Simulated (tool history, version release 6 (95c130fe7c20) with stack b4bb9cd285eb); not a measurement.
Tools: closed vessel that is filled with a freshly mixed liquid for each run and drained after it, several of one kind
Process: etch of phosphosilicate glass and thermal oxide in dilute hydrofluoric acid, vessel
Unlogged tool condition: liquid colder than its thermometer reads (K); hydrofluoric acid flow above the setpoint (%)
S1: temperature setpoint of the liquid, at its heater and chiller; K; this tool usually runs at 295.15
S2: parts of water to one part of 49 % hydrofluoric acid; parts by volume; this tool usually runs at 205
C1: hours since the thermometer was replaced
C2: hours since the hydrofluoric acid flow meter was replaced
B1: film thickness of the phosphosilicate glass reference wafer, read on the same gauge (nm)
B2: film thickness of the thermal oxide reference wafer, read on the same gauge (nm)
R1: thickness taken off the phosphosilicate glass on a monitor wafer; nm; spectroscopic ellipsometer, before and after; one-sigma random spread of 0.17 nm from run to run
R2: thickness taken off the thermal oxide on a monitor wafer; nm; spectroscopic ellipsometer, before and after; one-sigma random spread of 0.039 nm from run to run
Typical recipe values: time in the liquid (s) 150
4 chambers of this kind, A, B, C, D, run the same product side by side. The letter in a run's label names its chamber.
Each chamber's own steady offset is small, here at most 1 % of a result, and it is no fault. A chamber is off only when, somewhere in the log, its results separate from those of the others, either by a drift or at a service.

Run 1C, hour 5.1: usual settings; C1 862.5; C2 1879.4; B1 150.01; B2 90.000. Result: R1 36.722 nm, R2 2.8051 nm.
Run 2D, hour 8.1: usual settings; C1 212.8; C2 558.2; B1 150.03; B2 90.026. Result: R1 36.477 nm, R2 2.7799 nm.
Run 3B, hour 11.7: usual settings; C1 28.9; C2 47.2; B1 149.98; B2 90.020. Result: R1 36.367 nm, R2 2.8322 nm.
Run 4A, hour 14.2: usual settings; C1 2290.6; C2 1492.6; B1 150.00; B2 89.976. Result: R1 36.483 nm, R2 2.8024 nm.
Run 5C, hour 18.8: usual settings but S1 291.65 K; C1 876.2; C2 1893.1; B1 149.94; B2 90.016. Result: R1 32.054 nm, R2 2.4049 nm.
At hour 20.0: chamber A: thermometer replaced.
Run 6B, hour 23.9: usual settings but S1 291.65 K; C1 41.1; C2 59.4; B1 149.97; B2 89.977. Result: R1 31.916 nm, R2 2.4376 nm.
Run 7A, hour 28.6: usual settings but S1 291.65 K; C1 8.7; C2 1507.0; B1 149.99; B2 90.010. Result: R1 31.529 nm, R2 2.4522 nm.
Run 8D, hour 33.5: usual settings but S1 291.65 K; C1 238.2; C2 583.6; B1 149.97; B2 89.978. Result: R1 31.625 nm, R2 2.4069 nm.
Run 9A, hour 36.5: usual settings; C1 16.6; C2 1514.9; B1 149.99; B2 89.989. Result: R1 36.368 nm, R2 2.8205 nm.
Run 10B, hour 40.6: usual settings but S1 298.15 K, time in the liquid (s) 200; C1 57.8; C2 76.1; B1 149.95; B2 89.993. Result: R1 53.980 nm, R2 4.0202 nm.
Run 11C, hour 44.3: usual settings but S1 298.15 K, time in the liquid (s) 200; C1 901.7; C2 1918.6; B1 150.01; B2 89.993. Result: R1 54.806 nm, R2 4.2018 nm.
Run 12D, hour 49.0: usual settings but S1 298.15 K, time in the liquid (s) 200; C1 253.7; C2 599.1; B1 150.01; B2 90.014. Result: R1 54.476 nm, R2 4.1074 nm.
Run 13A, hour 51.6: usual settings but S1 298.15 K, time in the liquid (s) 200; C1 31.7; C2 1530.0; B1 149.99; B2 90.024. Result: R1 54.349 nm, R2 4.1942 nm.
Run 14C, hour 54.0: usual settings; C1 911.4; C2 1928.3; B1 150.03; B2 90.012. Result: R1 36.636 nm, R2 2.8276 nm.
Run 15D, hour 57.7: usual settings; C1 262.4; C2 607.8; B1 149.98; B2 90.010. Result: R1 36.550 nm, R2 2.7780 nm.
Run 16B, hour 61.0: usual settings; C1 78.2; C2 96.5; B1 149.99; B2 89.998. Result: R1 36.546 nm, R2 2.7095 nm.
Run 17B, hour 65.2: usual settings; C1 82.4; C2 100.7; B1 150.05; B2 89.981. Result: R1 36.084 nm, R2 2.7690 nm.
Run 18C, hour 69.2: usual settings but S2 110 parts by volume; C1 926.6; C2 1943.5; B1 150.02; B2 90.008. Result: R1 76.280 nm, R2 5.9144 nm.
Run 19D, hour 72.3: usual settings but S2 110 parts by volume; C1 277.0; C2 622.4; B1 149.99; B2 90.018. Result: R1 75.913 nm, R2 5.7238 nm.
Run 20A, hour 75.6: usual settings but S2 110 parts by volume; C1 55.7; C2 1554.0; B1 149.98; B2 89.980. Result: R1 73.791 nm, R2 5.7963 nm.
Run 21D, hour 78.5: usual settings but S2 110 parts by volume; C1 283.2; C2 628.6; B1 150.01; B2 90.032. Result: R1 76.979 nm, R2 5.8478 nm.
Run 22B, hour 81.1: usual settings; C1 98.3; C2 116.6; B1 150.04; B2 90.000. Result: R1 36.005 nm, R2 2.7138 nm.
Run 23C, hour 84.5: usual settings; C1 941.9; C2 1958.8; B1 149.99; B2 90.002. Result: R1 36.608 nm, R2 2.8421 nm.
Run 24A, hour 89.2: usual settings; C1 69.3; C2 1567.6; B1 149.96; B2 90.002. Result: R1 36.526 nm, R2 2.7611 nm.
Run 25B, hour 92.6: usual settings; C1 109.8; C2 128.1; B1 150.04; B2 89.994. Result: R1 36.626 nm, R2 2.7931 nm.

Next, every chamber runs the same settings. What will each give?
Run 26A, hour 96.4: usual settings but S2 175 parts by volume. Result: R1 ?, R2 ?.
Run 26B, hour 96.4: usual settings but S2 175 parts by volume. Result: R1 ?, R2 ?.
Run 26C, hour 96.4: usual settings but S2 175 parts by volume. Result: R1 ?, R2 ?.
Run 26D, hour 96.4: usual settings but S2 175 parts by volume. Result: R1 ?, R2 ?.

run      R1      R2
26A  43.821  3.4180
26B  43.404  3.3565
26C  43.778  3.3473
26D  44.155  3.3497
